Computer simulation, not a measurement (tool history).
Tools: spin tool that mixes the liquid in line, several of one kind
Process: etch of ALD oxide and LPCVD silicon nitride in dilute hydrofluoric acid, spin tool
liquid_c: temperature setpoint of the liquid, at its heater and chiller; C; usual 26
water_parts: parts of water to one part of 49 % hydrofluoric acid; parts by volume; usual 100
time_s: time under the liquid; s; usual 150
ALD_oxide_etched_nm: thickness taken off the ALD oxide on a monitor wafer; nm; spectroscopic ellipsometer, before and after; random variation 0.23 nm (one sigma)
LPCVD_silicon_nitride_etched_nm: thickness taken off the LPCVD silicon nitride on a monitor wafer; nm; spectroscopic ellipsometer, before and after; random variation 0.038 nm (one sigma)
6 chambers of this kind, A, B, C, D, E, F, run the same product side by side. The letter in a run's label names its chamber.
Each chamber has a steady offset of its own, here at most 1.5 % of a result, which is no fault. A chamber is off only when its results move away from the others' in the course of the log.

run,hour,liquid_c,water_parts,time_s,"read-back film thickness of the ALD oxide reference wafer, read on the same gauge (nm)","read-back film thickness of the LPCVD silicon nitride reference wafer, read on the same gauge (nm)",ALD_oxide_etched_nm,LPCVD_silicon_nitride_etched_nm
1D,8.8,26,100,150,150.02,139.97,27.779,0.89806
2A,22.2,26,100,150,149.99,140.02,27.771,0.89292
3F,32.3,26,100,150,150.03,139.99,27.245,0.94421
4B,43.8,26,100,150,150,139.98,27.374,0.85503
5C,57.9,26,100,150,150,139.98,27.776,0.90966
# hour 68.9: chamber C: thermometer replaced
6E,72.1,26,55,150,150.06,139.98,53.301,1.5609
7F,79,26,55,150,150,140.04,52.99,1.5794
8C,90.8,26,55,150,150.02,139.99,53.905,1.565
9A,103.3,26,55,150,149.99,140.05,52.843,1.5044
10E,115.4,26,55,150,150.01,140,52.799,1.6582
11B,129.8,26,55,150,149.98,139.99,52.004,1.4814
12D,139.3,26,100,150,150.01,140.02,27.795,0.93037
13E,147.5,26,100,150,150.01,139.99,28.137,0.84166
14D,161.1,26,100,150,150.01,140,27.974,0.90746
15A,175.8,26,100,150,149.98,140.02,27.594,0.8557
16B,183.8,26,100,150,150.03,139.98,27.432,0.87808
17C,196.3,26,100,150,150.02,139.97,27.974,0.88818
# hour 203: chamber B: thermometer replaced
# hour 209.1: chamber C: hydrofluoric acid flow meter replaced
18F,210.4,26,100,150,150.02,140.02,27.627,0.90099
19E,217.8,26,100,150,149.99,139.96,27.703,0.87803
20B,225.7,26,100,150,150.02,139.99,27.194,0.87941
21F,237.8,26,100,150,149.99,139.99,27.512,0.91237
22C,249.6,26,100,150,150,139.93,28.079,0.82096
23A,259,26,100,150,150,140.04,27.797,0.86063
24D,271.2,26,100,150,149.98,139.94,27.831,0.88738
25E,279.3,26,100,150,149.97,139.99,28.102,0.89552
26F,289,26,100,150,150,140.01,27.513,0.88659
27B,299.7,26,100,150,149.98,140.02,27.164,0.7903
28C,314.7,26,100,150,150.05,140.01,27.653,0.87854
# hour 317.8: chamber F: thermometer replaced
29A,323.1,26,100,150,149.98,140,27.724,0.86419
30D,332.9,26,100,150,150.03,140.02,27.583,0.79922
31D,344.1,26,100,150,149.98,140,27.963,0.94357
32E,351.4,26,100,150,150.01,139.98,27.692,0.81562
33C,361.4,26,100,150,149.99,140.05,27.66,0.90434
34A,374.5,26,100,150,150.02,140.01,27.654,0.92714
35F,386,26,100,150,150,140.01,26.926,0.88768
36B,397.8,26,100,150,150.04,140.03,27.562,0.86137

Next, every chamber runs the same settings. What will each give?
37A,408.7,26,145,150,,,?,?
37B,408.7,26,145,150,,,?,?
37C,408.7,26,145,150,,,?,?
37D,408.7,26,145,150,,,?,?
37E,408.7,26,145,150,,,?,?
37F,408.7,26,145,150,,,?,?

run,ALD_oxide_etched_nm,LPCVD_silicon_nitride_etched_nm
37A,17.991,0.60994
37B,18.086,0.61223
37C,17.709,0.60284
37D,18.143,0.60917
37E,17.876,0.60142
37F,17.94,0.61897

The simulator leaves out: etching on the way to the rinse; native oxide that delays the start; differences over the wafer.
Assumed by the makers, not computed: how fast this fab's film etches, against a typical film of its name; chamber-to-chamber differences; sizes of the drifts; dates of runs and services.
